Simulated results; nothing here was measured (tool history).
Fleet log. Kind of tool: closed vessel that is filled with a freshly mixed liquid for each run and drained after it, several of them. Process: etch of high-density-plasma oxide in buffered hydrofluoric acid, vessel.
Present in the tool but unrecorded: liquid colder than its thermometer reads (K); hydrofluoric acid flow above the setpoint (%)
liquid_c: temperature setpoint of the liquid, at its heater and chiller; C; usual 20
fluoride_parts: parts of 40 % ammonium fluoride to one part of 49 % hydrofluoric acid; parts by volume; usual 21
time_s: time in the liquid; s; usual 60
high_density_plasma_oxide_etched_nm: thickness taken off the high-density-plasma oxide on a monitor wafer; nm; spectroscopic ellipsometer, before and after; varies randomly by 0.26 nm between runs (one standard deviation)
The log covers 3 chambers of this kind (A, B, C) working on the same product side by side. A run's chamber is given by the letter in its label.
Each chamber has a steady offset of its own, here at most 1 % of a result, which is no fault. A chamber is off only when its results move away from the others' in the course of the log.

| run | hour | liquid_c | fluoride_parts | time_s | hours since the thermometer was replaced | hours since the hydrofluoric acid flow meter was replaced | read-back film thickness of the high-density-plasma oxide reference wafer, read on the same gauge (nm) | high_density_plasma_oxide_etched_nm |
|---|---|---|---|---|---|---|---|---|
| 1C | 12.1 | 20 | 21 | 60 | 366.1 | 677.1 | 59.974 | 31.577 |
| 2A | 21.6 | 20 | 21 | 60 | 688.5 | 551.8 | 60.026 | 31.34 |
| 3B | 32.6 | 20 | 21 | 60 | 186.7 | 388.1 | 60.014 | 32.144 |
| 4B | 40.9 | 20 | 21 | 60 | 195 | 396.4 | 59.978 | 30.818 |
| 5A | 52.3 | 20 | 21 | 60 | 719.2 | 582.5 | 60.015 | 30.944 |
| 6C | 59.2 | 20 | 21 | 60 | 413.2 | 724.2 | 60.006 | 30.893 |
| 7B | 70 | 20 | 21 | 60 | 224.1 | 425.5 | 59.981 | 31.377 |
| 8C | 77.4 | 20 | 21 | 60 | 431.4 | 742.4 | 59.982 | 30.573 |
| 9A | 83.7 | 20 | 21 | 60 | 750.6 | 613.9 | 60.014 | 31.373 |
| 10A | 97.8 | 17 | 14.5 | 60 | 764.7 | 628 | 60.025 | 37.418 |
| 11B | 104.4 | 17 | 14.5 | 60 | 258.5 | 459.9 | 59.969 | 37.949 |
| 12C | 111 | 17 | 14.5 | 60 | 465 | 776 | 59.982 | 37.427 |
| 13C | 124.2 | 20 | 21 | 60 | 478.2 | 789.2 | 60.047 | 31.15 |
| 14A | 132.1 | 20 | 21 | 60 | 799 | 662.3 | 59.989 | 31.331 |
| 15B | 144.5 | 20 | 21 | 60 | 298.6 | 500 | 59.987 | 31.61 |
| 16C | 156.3 | 20 | 21 | 60 | 510.3 | 821.3 | 59.997 | 31.006 |
| 17B | 169.1 | 20 | 21 | 60 | 323.2 | 524.6 | 59.983 | 31.336 |
| 18A | 182 | 20 | 21 | 60 | 848.9 | 712.2 | 60.028 | 31.412 |
| 19A | 190.8 | 20 | 21 | 60 | 857.7 | 721 | 59.994 | 30.974 |
| 20B | 198 | 20 | 21 | 60 | 352.1 | 553.5 | 59.985 | 31.622 |
| 21C | 208.2 | 20 | 21 | 60 | 562.2 | 873.2 | 60.007 | 30.534 |
| 22A | 214.8 | 20 | 21 | 60 | 881.7 | 745 | 60.022 | 30.987 |
| 23B | 224.1 | 20 | 15.5 | 30 | 378.2 | 579.6 | 60.004 | 20.751 |
| 24C | 234.3 | 20 | 15.5 | 30 | 588.3 | 899.3 | 59.979 | 20.117 |
| 25B | 241.4 | 20 | 15.5 | 30 | 395.5 | 596.9 | 59.991 | 21.493 |
| 26C | 250.3 | 20 | 16 | 60 | 604.3 | 915.3 | 60.03 | 39.495 |
| 27A | 256.9 | 20 | 16 | 60 | 923.8 | 787.1 | 60.001 | 40.108 |
|  | 258.4 | chamber A: thermometer replaced |
| 28B | 268.1 | 20 | 16 | 60 | 422.2 | 623.6 | 60 | 40.344 |
| 29A | 277.2 | 20 | 21 | 60 | 18.8 | 807.4 | 59.999 | 31.548 |
| 30C | 287.9 | 20 | 21 | 60 | 641.9 | 952.9 | 59.99 | 30.153 |
| 31A | 298.6 | 20 | 21 | 60 | 40.2 | 828.8 | 60.023 | 31.444 |
| 32B | 307.7 | 20 | 21 | 60 | 461.8 | 663.2 | 59.995 | 31.608 |
| 33C | 319.6 | 20 | 21 | 60 | 673.6 | 984.6 | 60.012 | 29.673 |
| 34A | 330.4 | 20 | 21 | 60 | 72 | 860.6 | 59.992 | 31.266 |
| 35C | 342.7 | 20 | 21 | 60 | 696.7 | 1007.7 | 59.984 | 29.661 |
| 36B | 357 | 20 | 23.5 | 60 | 511.1 | 712.5 | 60.021 | 29.139 |

All 3 chambers run these settings next. Forecast each chamber's results:
| 37A | 367.3 | 20 | 13.5 | 60 |  |  |  | ? |
| 37B | 367.3 | 20 | 13.5 | 60 |  |  |  | ? |
| 37C | 367.3 | 20 | 13.5 | 60 |  |  |  | ? |

| run | high_density_plasma_oxide_etched_nm |
|---|---|
| 37A | 48.213 |
| 37B | 48.465 |
| 37C | 44.826 |
